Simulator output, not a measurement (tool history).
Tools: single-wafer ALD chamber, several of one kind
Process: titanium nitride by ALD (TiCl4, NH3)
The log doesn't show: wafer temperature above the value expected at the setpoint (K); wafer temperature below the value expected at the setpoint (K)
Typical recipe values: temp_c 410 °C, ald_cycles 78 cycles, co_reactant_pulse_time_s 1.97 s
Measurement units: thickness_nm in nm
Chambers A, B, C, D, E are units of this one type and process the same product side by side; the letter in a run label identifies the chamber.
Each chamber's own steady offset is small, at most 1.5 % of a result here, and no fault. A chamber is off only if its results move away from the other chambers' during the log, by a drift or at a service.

run	hour	temp_c	ald_cycles	co_reactant_pulse_time_s	hours since the last thermocouple change	read-back reference wafer on the same gauge, thickness_nm	thickness_nm
1C	10.1	410	78	1.97	413.2	1.7809	1.7320
2D	18.1	410	78	1.97	1794.7	1.7806	1.7428
3E	22.7	410	78	1.97	1463.4	1.7812	1.7175
4B	29.5	410	78	1.97	236.7	1.7811	1.7239
5A	35.9	410	78	1.97	572.7	1.7816	1.7416
6C	43.9	410	78	1.97	447.0	1.7822	1.7363
7D	51.5	418	68	1.97	1828.1	1.7821	1.5255
8E	58.8	418	68	1.97	1499.5	1.7830	1.5042
9B	63.9	418	68	1.97	271.1	1.7825	1.5092
10A	70.4	418	68	1.97	607.2	1.7829	1.5222
11C	80.4	418	68	1.97	483.5	1.7833	1.5183
12B	87.2	410	78	1.97	294.4	1.7833	1.7249
13E	97.5	410	78	1.97	1538.2	1.7843	1.7239
14D	102.8	410	78	1.97	1879.4	1.7847	1.7454
15A	109.9	410	78	1.97	646.7	1.7845	1.7430
16A	115.2	410	78	1.97	652.0	1.7856	1.7417
17E	124.1	410	78	1.97	1564.8	1.7850	1.7262
18C	130.4	410	78	1.97	533.5	1.7856	1.7377
19B	140.2	410	78	2.46	347.4	1.7855	1.7406
20D	150.7	410	78	2.46	1927.3	1.7865	1.7631
21D	158.9	410	78	2.46	1935.5	1.7874	1.7606
22B	165.4	410	78	2.46	372.6	1.7881	1.7434
23A	175.1	410	78	2.46	711.9	1.7878	1.7584
24E	182.2	410	78	1.97	1622.9	1.7877	1.7251
25C	188.7	410	90	2.72	591.8	1.7885	2.0270
26D	194.0	410	90	2.72	1970.6	1.7881	2.0422
27C	199.3	410	90	2.72	602.4	1.7882	2.0314
28B	206.1	410	90	2.72	413.3	1.7894	2.0180
29A	211.9	410	90	2.72	748.7	1.7894	2.0409
30E	218.4	410	78	1.97	1659.1	1.7890	1.7238
31C	224.4	410	78	1.97	627.5	1.7893	1.7439

Predict what each chamber gives when all 5 of them run the settings below next.
32A	232.0	410	78	1.97			?
32B	232.0	410	78	1.97			?
32C	232.0	410	78	1.97			?
32D	232.0	410	78	1.97			?
32E	232.0	410	78	1.97			?

run	thickness_nm
32A	1.7549
32B	1.7333
32C	1.7423
32D	1.7486
32E	1.7353
